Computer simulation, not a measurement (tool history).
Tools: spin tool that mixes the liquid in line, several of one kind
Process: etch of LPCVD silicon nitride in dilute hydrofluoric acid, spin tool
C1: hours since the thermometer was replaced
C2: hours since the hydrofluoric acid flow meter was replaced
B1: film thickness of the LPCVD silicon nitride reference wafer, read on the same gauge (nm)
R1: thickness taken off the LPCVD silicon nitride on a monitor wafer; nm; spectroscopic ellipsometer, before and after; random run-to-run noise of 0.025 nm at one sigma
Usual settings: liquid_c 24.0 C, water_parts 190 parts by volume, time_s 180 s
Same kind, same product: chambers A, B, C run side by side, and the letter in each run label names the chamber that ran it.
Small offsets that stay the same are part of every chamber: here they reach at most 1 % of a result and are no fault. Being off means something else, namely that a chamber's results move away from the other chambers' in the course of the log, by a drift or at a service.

Run 1A, hour 10.5: usual settings; C1 1292.3; C2 372.2; B1 59.981. Result: R1 0.41242 nm.
Run 2C, hour 21.4: usual settings; C1 904.9; C2 1299.9; B1 59.983. Result: R1 0.42479 nm.
Run 3B, hour 34.8: usual settings; C1 227.7; C2 1956.4; B1 59.977. Result: R1 0.46995 nm.
Run 4C, hour 47.9: usual settings; C1 931.4; C2 1326.4; B1 60.019. Result: R1 0.45417 nm.
Run 5B, hour 61.7: usual settings; C1 254.6; C2 1983.3; B1 59.995. Result: R1 0.50273 nm.
Run 6A, hour 71.6: usual settings; C1 1353.4; C2 433.3; B1 60.038. Result: R1 0.46776 nm.
Run 7A, hour 82.7: usual settings; C1 1364.5; C2 444.4; B1 59.976. Result: R1 0.42091 nm.
Run 8B, hour 90.5: usual settings; C1 283.4; C2 2012.1; B1 59.965. Result: R1 0.42540 nm.
Run 9C, hour 97.2: usual settings; C1 980.7; C2 1375.7; B1 60.039. Result: R1 0.45106 nm.
Run 10C, hour 108.5: usual settings; C1 992.0; C2 1387.0; B1 59.968. Result: R1 0.51798 nm.
At hour 113.4: chamber C: thermometer replaced.
Run 11B, hour 116.8: usual settings but time_s 285 s; C1 309.7; C2 2038.4; B1 60.028. Result: R1 0.77752 nm.
Run 12A, hour 127.2: usual settings but time_s 285 s; C1 1409.0; C2 488.9; B1 60.036. Result: R1 0.72106 nm.
Run 13A, hour 139.4: usual settings but time_s 285 s; C1 1421.2; C2 501.1; B1 59.982. Result: R1 0.69935 nm.
Run 14B, hour 153.2: usual settings; C1 346.1; C2 2074.8; B1 59.990. Result: R1 0.46946 nm.
Run 15C, hour 159.8: usual settings; C1 46.5; C2 1438.3; B1 60.003. Result: R1 0.44572 nm.
Run 16B, hour 174.6: usual settings; C1 367.5; C2 2096.2; B1 59.988. Result: R1 0.41695 nm.
Run 17A, hour 182.5: usual settings; C1 1464.3; C2 544.2; B1 60.019. Result: R1 0.46074 nm.
Run 18C, hour 193.7: usual settings; C1 80.4; C2 1472.2; B1 59.969. Result: R1 0.45257 nm.
At hour 196.8: chamber B: hydrofluoric acid flow meter replaced.
Run 19B, hour 207.9: usual settings; C1 400.8; C2 11.2; B1 60.013. Result: R1 0.46963 nm.
At hour 212.9: chamber A: hydrofluoric acid flow meter replaced.
Run 20C, hour 221.1: usual settings; C1 107.8; C2 1499.6; B1 59.993. Result: R1 0.49629 nm.
Run 21A, hour 235.4: usual settings; C1 1517.2; C2 22.6; B1 60.022. Result: R1 0.47466 nm.
Run 22B, hour 245.0: usual settings; C1 437.9; C2 48.3; B1 60.011. Result: R1 0.44383 nm.
Run 23A, hour 252.4: usual settings; C1 1534.2; C2 39.6; B1 59.982. Result: R1 0.47138 nm.
Run 24C, hour 260.1: usual settings; C1 146.8; C2 1538.6; B1 59.982. Result: R1 0.47109 nm.
Run 25A, hour 267.5: usual settings; C1 1549.3; C2 54.7; B1 59.957. Result: R1 0.47668 nm.
Run 26C, hour 274.3: usual settings; C1 161.0; C2 1552.8; B1 60.016. Result: R1 0.43479 nm.
Run 27B, hour 284.6: usual settings; C1 477.5; C2 87.9; B1 60.029. Result: R1 0.46316 nm.
Run 28B, hour 294.4: usual settings; C1 487.3; C2 97.7; B1 60.024. Result: R1 0.44973 nm.
Run 29C, hour 305.7: usual settings but time_s 120 s; C1 192.4; C2 1584.2; B1 59.998. Result: R1 0.28617 nm.
Run 30A, hour 315.7: usual settings but time_s 120 s; C1 1597.5; C2 102.9; B1 59.972. Result: R1 0.29092 nm.
Run 31B, hour 327.8: usual settings but time_s 120 s; C1 520.7; C2 131.1; B1 59.988. Result: R1 0.32027 nm.
Run 32C, hour 342.7: usual settings; C1 229.4; C2 1621.2; B1 60.006. Result: R1 0.46214 nm.
Run 33A, hour 351.3: usual settings; C1 1633.1; C2 138.5; B1 60.035. Result: R1 0.42260 nm.
Run 34C, hour 359.9: usual settings but liquid_c 21.5 C, time_s 95 s; C1 246.6; C2 1638.4; B1 60.014. Result: R1 0.20261 nm.
Run 35A, hour 368.1: usual settings but liquid_c 21.5 C, time_s 95 s; C1 1649.9; C2 155.3; B1 60.018. Result: R1 0.22854 nm.
Run 36B, hour 379.0: usual settings but liquid_c 21.5 C, time_s 95 s; C1 571.9; C2 182.3; B1 59.991. Result: R1 0.20869 nm.
Run 37C, hour 387.3: usual settings; C1 274.0; C2 1665.8; B1 59.992. Result: R1 0.45452 nm.

Has any chamber moved away from the others, gradually or after a service, or does the common gauge drift, or do the chambers differ only by their own small steady offsets? State the chamber and the most likely cause if one applies.

All chambers stay in line apart from their small fixed offsets, and the gauge does not drift.

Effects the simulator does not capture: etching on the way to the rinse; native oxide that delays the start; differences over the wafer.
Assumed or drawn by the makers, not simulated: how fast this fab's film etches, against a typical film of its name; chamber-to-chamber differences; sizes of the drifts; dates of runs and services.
